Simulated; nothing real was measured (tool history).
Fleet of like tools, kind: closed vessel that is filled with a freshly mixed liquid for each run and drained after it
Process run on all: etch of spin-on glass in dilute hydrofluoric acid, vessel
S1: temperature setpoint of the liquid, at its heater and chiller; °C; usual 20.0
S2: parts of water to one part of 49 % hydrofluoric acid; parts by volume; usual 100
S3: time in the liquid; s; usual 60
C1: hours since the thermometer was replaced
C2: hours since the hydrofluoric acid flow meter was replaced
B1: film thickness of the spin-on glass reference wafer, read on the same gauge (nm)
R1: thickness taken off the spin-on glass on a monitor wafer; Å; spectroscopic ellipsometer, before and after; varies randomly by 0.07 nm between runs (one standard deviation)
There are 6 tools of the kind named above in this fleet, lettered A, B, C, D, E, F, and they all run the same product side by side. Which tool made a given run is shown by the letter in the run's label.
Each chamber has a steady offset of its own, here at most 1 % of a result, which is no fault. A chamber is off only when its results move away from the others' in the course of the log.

Run 1E, hour 5.0: usual settings; C1 1362.4; C2 1249.5; B1 129.99. Result: R1 162.740 Å.
Run 2B, hour 10.8: usual settings; C1 56.1; C2 415.5; B1 130.00. Result: R1 163.140 Å.
At hour 19.6: chamber F: hydrofluoric acid flow meter replaced.
Run 3C, hour 19.9: usual settings; C1 1255.1; C2 628.1; B1 130.00. Result: R1 163.590 Å.
Run 4A, hour 28.4: usual settings; C1 2257.5; C2 292.1; B1 129.95. Result: R1 164.490 Å.
Run 5D, hour 36.4: usual settings; C1 667.2; C2 208.6; B1 130.02. Result: R1 163.310 Å.
Run 6F, hour 41.6: usual settings; C1 458.7; C2 22.1; B1 130.02. Result: R1 163.030 Å.
Run 7C, hour 50.2: usual settings; C1 1285.4; C2 658.4; B1 130.05. Result: R1 165.460 Å.
Run 8E, hour 58.7: usual settings but S3 30 s; C1 1416.1; C2 1303.2; B1 129.98. Result: R1 81.150 Å.
Run 9D, hour 66.9: usual settings but S3 30 s; C1 697.7; C2 239.1; B1 129.98. Result: R1 82.184 Å.
Run 10A, hour 76.5: usual settings but S3 30 s; C1 2305.6; C2 340.2; B1 130.01. Result: R1 81.960 Å.
Run 11B, hour 82.6: usual settings but S3 30 s; C1 127.9; C2 487.3; B1 129.98. Result: R1 81.650 Å.
Run 12F, hour 89.4: usual settings but S3 30 s; C1 506.5; C2 69.9; B1 130.02. Result: R1 81.441 Å.
Run 13E, hour 95.0: usual settings but S3 30 s; C1 1452.4; C2 1339.5; B1 130.01. Result: R1 81.294 Å.
Run 14B, hour 105.5: usual settings; C1 150.8; C2 510.2; B1 129.98. Result: R1 162.920 Å.
Run 15D, hour 115.6: usual settings; C1 746.4; C2 287.8; B1 129.99. Result: R1 164.250 Å.
Run 16F, hour 125.3: usual settings; C1 542.4; C2 105.8; B1 130.01. Result: R1 162.610 Å.
Run 17C, hour 134.8: usual settings; C1 1370.0; C2 743.0; B1 129.98. Result: R1 163.480 Å.
Run 18A, hour 140.1: usual settings but S1 18.5 °C, S2 75 parts by volume; C1 2369.2; C2 403.8; B1 130.01. Result: R1 211.820 Å.
Run 19F, hour 146.9: usual settings but S1 18.5 °C, S2 75 parts by volume; C1 564.0; C2 127.4; B1 130.00. Result: R1 208.010 Å.
Run 20B, hour 152.3: usual settings but S1 18.5 °C, S2 75 parts by volume; C1 197.6; C2 557.0; B1 129.99. Result: R1 208.950 Å.
Run 21E, hour 159.5: usual settings but S1 18.5 °C, S2 75 parts by volume; C1 1516.9; C2 1404.0; B1 129.95. Result: R1 208.770 Å.
Run 22A, hour 167.4: usual settings but S1 18.5 °C, S2 75 parts by volume; C1 2396.5; C2 431.1; B1 129.97. Result: R1 213.470 Å.
Run 23D, hour 176.9: usual settings but S1 18.5 °C, S2 75 parts by volume; C1 807.7; C2 349.1; B1 130.03. Result: R1 210.470 Å.
Run 24C, hour 183.6: usual settings; C1 1418.8; C2 791.8; B1 130.02. Result: R1 163.380 Å.
Run 25B, hour 189.2: usual settings; C1 234.5; C2 593.9; B1 129.99. Result: R1 162.820 Å.
At hour 195.2: chamber E: thermometer replaced.
Run 26A, hour 197.2: usual settings but S2 115 parts by volume, S3 40 s; C1 2426.3; C2 460.9; B1 129.98. Result: R1 93.420 Å.
Run 27F, hour 206.0: usual settings but S2 115 parts by volume, S3 40 s; C1 623.1; C2 186.5; B1 130.02. Result: R1 92.810 Å.
Run 28D, hour 211.8: usual settings but S2 115 parts by volume, S3 40 s; C1 842.6; C2 384.0; B1 129.99. Result: R1 93.112 Å.
Run 29C, hour 218.6: usual settings but S2 115 parts by volume, S3 40 s; C1 1453.8; C2 826.8; B1 130.01. Result: R1 93.068 Å.
Run 30E, hour 223.8: usual settings but S2 115 parts by volume, S3 40 s; C1 28.6; C2 1468.3; B1 129.98. Result: R1 92.762 Å.
At hour 227.3: chamber C: hydrofluoric acid flow meter replaced.
Run 31F, hour 234.2: usual settings but S2 115 parts by volume, S3 40 s; C1 651.3; C2 214.7; B1 129.99. Result: R1 92.843 Å.
Run 32A, hour 240.4: usual settings but S2 65 parts by volume, S3 45 s; C1 2469.5; C2 504.1; B1 129.97. Result: R1 200.440 Å.
Run 33D, hour 248.7: usual settings but S2 65 parts by volume, S3 45 s; C1 879.5; C2 420.9; B1 129.98. Result: R1 197.470 Å.
Run 34E, hour 254.1: usual settings but S2 65 parts by volume, S3 45 s; C1 58.9; C2 1498.6; B1 130.01. Result: R1 194.170 Å.
Run 35B, hour 259.4: usual settings but S2 65 parts by volume, S3 45 s; C1 304.7; C2 664.1; B1 130.02. Result: R1 194.160 Å.
Run 36C, hour 266.2: usual settings but S2 65 parts by volume, S3 45 s; C1 1501.4; C2 38.9; B1 129.99. Result: R1 196.750 Å.
Run 37C, hour 272.4: usual settings but S2 65 parts by volume, S3 45 s; C1 1507.6; C2 45.1; B1 130.00. Result: R1 195.110 Å.
Run 38E, hour 280.6: usual settings; C1 85.4; C2 1525.1; B1 130.01. Result: R1 162.270 Å.
Run 39F, hour 286.9: usual settings; C1 704.0; C2 267.4; B1 130.03. Result: R1 163.560 Å.
Run 40A, hour 293.6: usual settings; C1 2522.7; C2 557.3; B1 129.99. Result: R1 165.400 Å.
Run 41B, hour 300.9: usual settings; C1 346.2; C2 705.6; B1 130.04. Result: R1 162.190 Å.
Run 42D, hour 305.5: usual settings but S3 35 s; C1 936.3; C2 477.7; B1 129.97. Result: R1 95.513 Å.

Is one chamber off against the others, does the gauge drift, or is nothing wrong? If a chamber is off, say which, and what the likeliest cause is.

Beyond each chamber's small constant offset nothing stands out, and the gauge stays steady.

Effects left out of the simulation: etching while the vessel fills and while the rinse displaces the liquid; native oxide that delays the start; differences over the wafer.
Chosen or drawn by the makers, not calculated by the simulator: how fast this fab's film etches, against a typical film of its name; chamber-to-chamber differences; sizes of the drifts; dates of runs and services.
